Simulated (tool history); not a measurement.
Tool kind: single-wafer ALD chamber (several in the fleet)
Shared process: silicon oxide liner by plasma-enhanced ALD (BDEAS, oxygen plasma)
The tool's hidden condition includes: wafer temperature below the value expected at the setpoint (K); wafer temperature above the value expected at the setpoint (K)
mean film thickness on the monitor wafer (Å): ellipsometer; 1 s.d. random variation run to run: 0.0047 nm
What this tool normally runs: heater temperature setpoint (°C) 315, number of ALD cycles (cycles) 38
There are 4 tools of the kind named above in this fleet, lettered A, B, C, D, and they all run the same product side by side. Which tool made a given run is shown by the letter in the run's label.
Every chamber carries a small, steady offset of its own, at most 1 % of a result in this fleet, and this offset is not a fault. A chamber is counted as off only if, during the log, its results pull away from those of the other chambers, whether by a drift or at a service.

| run | hour | heater temperature setpoint (°C) | number of ALD cycles (cycles) | hours since the last thermocouple change | read-back reference wafer on the same gauge, thickness_nm | mean film thickness on the monitor wafer (Å) |
|---|---|---|---|---|---|---|
| 1A | 14.1 | 315 | 38 | 254.2 | 3.5893 | 34.582 |
| 2B | 26.2 | 315 | 38 | 871.6 | 3.5891 | 34.514 |
| 3C | 37.3 | 315 | 38 | 1991.3 | 3.5895 | 34.631 |
|  | 41.9 | chamber C: thermocouple changed; heater temperature recalibrated |
| 4D | 47.5 | 315 | 38 | 1184.7 | 3.5879 | 34.448 |
| 5D | 57.4 | 315 | 38 | 1194.6 | 3.5868 | 34.444 |
| 6A | 70.2 | 315 | 38 | 310.3 | 3.586 | 34.598 |
| 7C | 77.9 | 301 | 38 | 36 | 3.5857 | 35.387 |
| 8B | 90.5 | 301 | 38 | 935.9 | 3.5858 | 35.158 |
| 9A | 106.3 | 301 | 38 | 346.4 | 3.5868 | 35.3 |
| 10D | 122 | 301 | 38 | 1259.2 | 3.5852 | 35.026 |
| 11B | 135.7 | 302 | 31 | 981.1 | 3.584 | 28.647 |
| 12C | 149.9 | 302 | 31 | 108 | 3.5824 | 28.804 |
| 13C | 159.5 | 302 | 31 | 117.6 | 3.5836 | 28.748 |
| 14D | 168.2 | 302 | 31 | 1305.4 | 3.5828 | 28.563 |
| 15B | 180.4 | 315 | 38 | 1025.8 | 3.5824 | 34.517 |
| 16A | 191.6 | 315 | 38 | 431.7 | 3.5835 | 34.672 |
| 17D | 202.9 | 315 | 38 | 1340.1 | 3.5821 | 34.436 |
| 18A | 216.1 | 315 | 38 | 456.2 | 3.5795 | 34.687 |
| 19C | 226.3 | 315 | 35 | 184.4 | 3.5805 | 31.877 |
| 20B | 233.9 | 315 | 35 | 1079.3 | 3.5803 | 31.716 |
| 21D | 246.4 | 315 | 35 | 1383.6 | 3.5798 | 31.65 |
| 22A | 255.8 | 315 | 35 | 495.9 | 3.5811 | 31.875 |
| 23B | 263 | 324 | 38 | 1108.4 | 3.5773 | 34.057 |
| 24C | 272.8 | 324 | 38 | 230.9 | 3.5786 | 34.082 |
| 25C | 288.4 | 324 | 38 | 246.5 | 3.5772 | 34.047 |
| 26A | 298.9 | 324 | 38 | 539 | 3.5772 | 34.15 |
| 27D | 311.5 | 315 | 38 | 1448.7 | 3.5774 | 34.298 |
| 28B | 326.4 | 315 | 38 | 1171.8 | 3.5761 | 34.521 |
| 29D | 338.2 | 315 | 41 | 1475.4 | 3.5763 | 37.028 |
| 30A | 345.6 | 315 | 41 | 585.7 | 3.5754 | 37.297 |
| 31B | 356.6 | 315 | 41 | 1202 | 3.5754 | 37.129 |
| 32C | 366.2 | 315 | 41 | 324.3 | 3.5738 | 37.295 |
| 33D | 374.5 | 315 | 38 | 1511.7 | 3.574 | 34.262 |
| 34A | 389 | 315 | 38 | 629.1 | 3.573 | 34.498 |
| 35C | 400.3 | 315 | 38 | 358.4 | 3.5729 | 34.533 |
| 36B | 415.9 | 315 | 38 | 1261.3 | 3.5734 | 34.345 |
| 37C | 428.5 | 315 | 38 | 386.6 | 3.5733 | 34.52 |
| 38A | 444.1 | 315 | 38 | 684.2 | 3.5716 | 34.573 |
| 39B | 451.5 | 315 | 38 | 1296.9 | 3.5693 | 34.406 |
| 40D | 466.7 | 315 | 38 | 1603.9 | 3.5697 | 34.274 |

Does one chamber stand apart from the rest, does the shared gauge drift, or is all well apart from small per-chamber offsets? Give the chamber and the most likely cause, where there is one.

The gauge drifts, so all chambers seem to drift together. No chamber is off.
Cause: gauge reads low (%) = 0.554.
